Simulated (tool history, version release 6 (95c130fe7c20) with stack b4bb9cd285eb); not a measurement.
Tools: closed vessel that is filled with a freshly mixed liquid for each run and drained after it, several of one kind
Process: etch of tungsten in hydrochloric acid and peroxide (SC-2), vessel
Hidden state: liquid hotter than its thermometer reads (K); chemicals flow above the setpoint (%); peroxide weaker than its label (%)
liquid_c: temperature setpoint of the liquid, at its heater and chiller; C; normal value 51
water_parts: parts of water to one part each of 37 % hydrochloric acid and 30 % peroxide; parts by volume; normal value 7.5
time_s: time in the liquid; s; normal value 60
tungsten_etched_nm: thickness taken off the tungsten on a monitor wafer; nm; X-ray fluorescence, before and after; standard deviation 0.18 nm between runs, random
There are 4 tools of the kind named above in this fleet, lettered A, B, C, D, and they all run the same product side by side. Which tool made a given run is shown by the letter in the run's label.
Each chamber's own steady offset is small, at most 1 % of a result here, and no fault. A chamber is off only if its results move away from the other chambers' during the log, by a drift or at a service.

run     day  liquid_c  water_parts  time_s  hours since the thermometer was replaced  hours since the chemicals flow meter was replaced  hours since the drum of peroxide was connected  read-back film thickness of the tungsten reference wafer, read on the same gauge (nm)  tungsten_etched_nm
 1C    0.45        51          7.5      60                                     223.1                                               52.5                                             614                                                                                    130              19.126
 2D   0.933        51          7.5      60                                    1017.4                                             1222.2                                           684.7                                                                                    130              18.985
 3A   1.504        51          7.5      60                                     308.9                                             1200.7                                           136.3                                                                                 129.99              18.958
 4B   1.804        51          7.5      60                                    1189.6                                             2089.4                                           413.8                                                                                 130.01              19.591
 5C   2.275        51          7.5      30                                     266.9                                               96.3                                           657.8                                                                                    130              9.5787
 6A   2.779        51          7.5      30                                     339.5                                             1231.3                                           166.9                                                                                 129.99              9.2907
 7B   3.292        51          7.5      30                                    1225.3                                             2125.1                                           449.5                                                                                 129.98              9.5573
 8D   3.821        51          7.5      30                                    1086.7                                             1291.5                                             754                                                                                 129.98               9.514
 9B   4.442        51          7.5      60                                    1252.9                                             2152.7                                           477.1                                                                                 130.02              19.104
      4.667  -- chamber D: new drum of peroxide connected
10D   4.846        51          7.5      60                                    1111.3                                             1316.1                                             4.3                                                                                 130.01              18.905
      5.154  -- chamber B: thermometer replaced
11C   5.304        51          7.5      60                                     339.6                                                169                                           730.5                                                                                 130.01              18.942
12A   5.675        51          7.5      60                                       409                                             1300.8                                           236.4                                                                                 130.01              18.467
13D   6.112        51          7.5      60                                    1141.7                                             1346.5                                            34.7                                                                                 129.99              18.845
14A   6.708        51          7.5      60                                     433.8                                             1325.6                                           261.2                                                                                 130.01              18.848
15B   7.308        51          7.5      60                                      51.7                                             2221.5                                           545.9                                                                                 130.01              18.944
16C   7.883        51          7.5      60                                     401.5                                              230.9                                           792.4                                                                                 130.01              18.804
      8.142  -- chamber A: thermometer replaced
17A   8.371        51          7.5      60                                       5.5                                             1365.5                                           301.1                                                                                 129.99              18.565
18C   8.883        51          7.5      60                                     425.5                                              254.9                                           816.4                                                                                 130.02              19.036
19D   9.429        51         10.5      45                                    1221.3                                             1426.1                                           114.3                                                                                    130              10.793
20B   9.771        51         10.5      45                                     110.8                                             2280.6                                             605                                                                                 130.01              10.652
21C  10.112        51         10.5      45                                       455                                              284.4                                           845.9                                                                                 130.01              10.839
22B  10.517        51         10.5      45                                     128.7                                             2298.5                                           622.9                                                                                 130.01              10.808
23A      11        51            4      60                                      68.6                                             1428.6                                           364.2                                                                                 130.01              30.004
24D  11.383        51            4      60                                    1268.2                                               1473                                           161.2                                                                                    130              30.253
     11.804  -- chamber C: thermometer replaced
25A  11.883        51            4      60                                      89.8                                             1449.8                                           385.4                                                                                 129.98              30.046
26C   12.45        51            4      60                                      15.5                                              340.5                                             902                                                                                 130.01              30.321
27D  13.033        51          7.5      60                                    1307.8                                             1512.6                                           200.8                                                                                 130.02              18.639
28B  13.467        51          7.5      60                                     199.5                                             2369.3                                           693.7                                                                                 129.98              18.849
29C  14.038        51          7.5      60                                      53.6                                              378.6                                           940.1                                                                                 129.99              18.792
30A  14.596      46.5          7.5      60                                     154.9                                             1514.9                                           450.5                                                                                 130.01              13.861
31B  15.217      46.5          7.5      60                                     241.5                                             2411.3                                           735.7                                                                                    130              14.271
32D  15.588      46.5          7.5      60                                    1369.1                                             1573.9                                           262.1                                                                                 129.99               14.03
33C  16.146      46.5          7.5      60                                     104.2                                              429.2                                           990.7                                                                                 130.01               14.12

Has any chamber moved away from the others, gradually or after a service, or does the common gauge drift, or do the chambers differ only by their own small steady offsets? State the chamber and the most likely cause if one applies.

Nothing is wrong: each chamber keeps only its own small, steady offset and the gauge holds still.
